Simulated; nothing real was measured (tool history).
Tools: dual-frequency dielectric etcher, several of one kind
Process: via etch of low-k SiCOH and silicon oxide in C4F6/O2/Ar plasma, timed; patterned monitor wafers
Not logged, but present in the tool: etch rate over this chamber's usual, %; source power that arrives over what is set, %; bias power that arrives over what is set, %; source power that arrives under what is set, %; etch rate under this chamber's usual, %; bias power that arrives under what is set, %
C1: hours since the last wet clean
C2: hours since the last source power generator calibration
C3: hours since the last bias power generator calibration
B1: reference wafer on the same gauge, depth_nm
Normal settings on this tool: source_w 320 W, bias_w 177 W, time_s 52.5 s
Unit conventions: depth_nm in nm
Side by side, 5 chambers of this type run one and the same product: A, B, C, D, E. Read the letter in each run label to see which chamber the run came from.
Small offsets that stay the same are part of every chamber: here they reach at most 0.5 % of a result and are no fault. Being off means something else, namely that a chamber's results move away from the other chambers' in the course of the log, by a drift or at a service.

{"run": "1D", "hour": 6.5, "source_w": 320, "bias_w": 177, "time_s": 52.5, "C1": 171.1, "C2": 1192.9, "C3": 1924.9, "B1": 114.04, "depth_nm": 125.14}
{"run": "2A", "hour": 11.5, "source_w": 320, "bias_w": 177, "time_s": 52.5, "C1": 327.4, "C2": 1977.9, "C3": 1516.5, "B1": 114.06, "depth_nm": 125.3}
{"run": "3E", "hour": 14.4, "source_w": 320, "bias_w": 177, "time_s": 52.5, "C1": 143.6, "C2": 1334.1, "C3": 1463.9, "B1": 114.03, "depth_nm": 125.38}
{"run": "4C", "hour": 18.7, "source_w": 320, "bias_w": 177, "time_s": 52.5, "C1": 526.8, "C2": 3700.6, "C3": 1777.3, "B1": 114.07, "depth_nm": 124.37}
{"run": "5B", "hour": 21.8, "source_w": 320, "bias_w": 177, "time_s": 52.5, "C1": 317.2, "C2": 396.4, "C3": 2720.9, "B1": 114.08, "depth_nm": 125.29}
{"run": "6A", "hour": 25.3, "source_w": 320, "bias_w": 177, "time_s": 52.5, "C1": 341.2, "C2": 1991.7, "C3": 1530.3, "B1": 114.09, "depth_nm": 125.29}
{"run": "7C", "hour": 28.7, "source_w": 320, "bias_w": 177, "time_s": 52.5, "C1": 536.8, "C2": 3710.6, "C3": 1787.3, "B1": 114.09, "depth_nm": 124.64}
{"run": "8B", "hour": 31.7, "source_w": 320, "bias_w": 177, "time_s": 52.5, "C1": 327.1, "C2": 406.3, "C3": 2730.8, "B1": 114.11, "depth_nm": 125.45}
{"run": "9D", "hour": 37.9, "source_w": 320, "bias_w": 177, "time_s": 52.5, "C1": 202.5, "C2": 1224.3, "C3": 1956.3, "B1": 114.11, "depth_nm": 125.22}
{"run": "10E", "hour": 42.9, "source_w": 320, "bias_w": 177, "time_s": 52.5, "C1": 172.1, "C2": 1362.6, "C3": 1492.4, "B1": 114.13, "depth_nm": 125.46}
{"run": "11C", "hour": 47.2, "source_w": 320, "bias_w": 177, "time_s": 52.5, "C1": 555.3, "C2": 3729.1, "C3": 1805.8, "B1": 114.12, "depth_nm": 124.52}
{"run": "12A", "hour": 52.0, "source_w": 320, "bias_w": 177, "time_s": 52.5, "C1": 367.9, "C2": 2018.4, "C3": 1557.0, "B1": 114.19, "depth_nm": 125.44}
{"run": "13D", "hour": 57.0, "source_w": 320, "bias_w": 177, "time_s": 52.5, "C1": 221.6, "C2": 1243.4, "C3": 1975.4, "B1": 114.17, "depth_nm": 125.48}
{"run": "14B", "hour": 63.1, "source_w": 320, "bias_w": 177, "time_s": 52.5, "C1": 358.5, "C2": 437.7, "C3": 2762.2, "B1": 114.2, "depth_nm": 125.27}
{"run": "15E", "hour": 66.4, "source_w": 320, "bias_w": 177, "time_s": 52.5, "C1": 195.6, "C2": 1386.1, "C3": 1515.9, "B1": 114.21, "depth_nm": 125.71}
{"run": "16B", "hour": 70.4, "source_w": 320, "bias_w": 177, "time_s": 52.5, "C1": 365.8, "C2": 445.0, "C3": 2769.5, "B1": 114.23, "depth_nm": 125.69}
{"run": "17C", "hour": 74.5, "source_w": 320, "bias_w": 149, "time_s": 52.5, "C1": 582.6, "C2": 3756.4, "C3": 1833.1, "B1": 114.23, "depth_nm": 118.32}
{"run": "18A", "hour": 80.0, "source_w": 320, "bias_w": 149, "time_s": 52.5, "C1": 395.9, "C2": 2046.4, "C3": 1585.0, "B1": 114.24, "depth_nm": 118.98}
{"run": "19E", "hour": 83.2, "source_w": 320, "bias_w": 149, "time_s": 52.5, "C1": 212.4, "C2": 1402.9, "C3": 1532.7, "B1": 114.29, "depth_nm": 118.92}
{"run": "20D", "hour": 87.6, "source_w": 320, "bias_w": 149, "time_s": 52.5, "C1": 252.2, "C2": 1274.0, "C3": 2006.0, "B1": 114.26, "depth_nm": 118.9}
{"run": "21D", "hour": 92.7, "source_w": 320, "bias_w": 149, "time_s": 52.5, "C1": 257.3, "C2": 1279.1, "C3": 2011.1, "B1": 114.3, "depth_nm": 119.09}
{"run": "22C", "hour": 95.9, "source_w": 320, "bias_w": 177, "time_s": 52.5, "C1": 604.0, "C2": 3777.8, "C3": 1854.5, "B1": 114.32, "depth_nm": 124.84}
{"hour": 96.0, "done": "chamber A: wet clean of the chamber"}
{"run": "23E", "hour": 100.1, "source_w": 320, "bias_w": 177, "time_s": 52.5, "C1": 229.3, "C2": 1419.8, "C3": 1549.6, "B1": 114.32, "depth_nm": 125.7}
{"run": "24A", "hour": 104.6, "source_w": 320, "bias_w": 177, "time_s": 52.5, "C1": 8.6, "C2": 2071.0, "C3": 1609.6, "B1": 114.33, "depth_nm": 125.54}
{"run": "25B", "hour": 107.9, "source_w": 370, "bias_w": 177, "time_s": 52.5, "C1": 403.3, "C2": 482.5, "C3": 2807.0, "B1": 114.35, "depth_nm": 133.07}
{"run": "26D", "hour": 112.4, "source_w": 370, "bias_w": 177, "time_s": 52.5, "C1": 277.0, "C2": 1298.8, "C3": 2030.8, "B1": 114.34, "depth_nm": 133.12}
{"run": "27B", "hour": 117.4, "source_w": 370, "bias_w": 177, "time_s": 52.5, "C1": 412.8, "C2": 492.0, "C3": 2816.5, "B1": 114.39, "depth_nm": 132.97}
{"hour": 119.8, "done": "chamber C: source power generator calibrated"}
{"run": "28E", "hour": 121.7, "source_w": 370, "bias_w": 177, "time_s": 52.5, "C1": 250.9, "C2": 1441.4, "C3": 1571.2, "B1": 114.39, "depth_nm": 133.05}
{"run": "29A", "hour": 127.7, "source_w": 370, "bias_w": 177, "time_s": 52.5, "C1": 31.7, "C2": 2094.1, "C3": 1632.7, "B1": 114.4, "depth_nm": 133.33}
{"run": "30C", "hour": 131.5, "source_w": 320, "bias_w": 177, "time_s": 52.5, "C1": 639.6, "C2": 11.8, "C3": 1890.1, "B1": 114.43, "depth_nm": 125.14}
{"run": "31D", "hour": 137.2, "source_w": 320, "bias_w": 177, "time_s": 52.5, "C1": 301.8, "C2": 1323.6, "C3": 2055.6, "B1": 114.43, "depth_nm": 125.75}
{"run": "32A", "hour": 142.9, "source_w": 320, "bias_w": 177, "time_s": 52.5, "C1": 46.9, "C2": 2109.3, "C3": 1647.9, "B1": 114.45, "depth_nm": 125.83}

All 5 chambers run these settings next. Forecast each chamber's results:
{"run": "33A", "hour": 147.6, "source_w": 320, "bias_w": 177, "time_s": 52.5, "depth_nm": "?"}
{"run": "33B", "hour": 147.6, "source_w": 320, "bias_w": 177, "time_s": 52.5, "depth_nm": "?"}
{"run": "33C", "hour": 147.6, "source_w": 320, "bias_w": 177, "time_s": 52.5, "depth_nm": "?"}
{"run": "33D", "hour": 147.6, "source_w": 320, "bias_w": 177, "time_s": 52.5, "depth_nm": "?"}
{"run": "33E", "hour": 147.6, "source_w": 320, "bias_w": 177, "time_s": 52.5, "depth_nm": "?"}

run=33A depth_nm=125.98
run=33B depth_nm=125.85
run=33C depth_nm=124.93
run=33D depth_nm=125.58
run=33E depth_nm=125.76
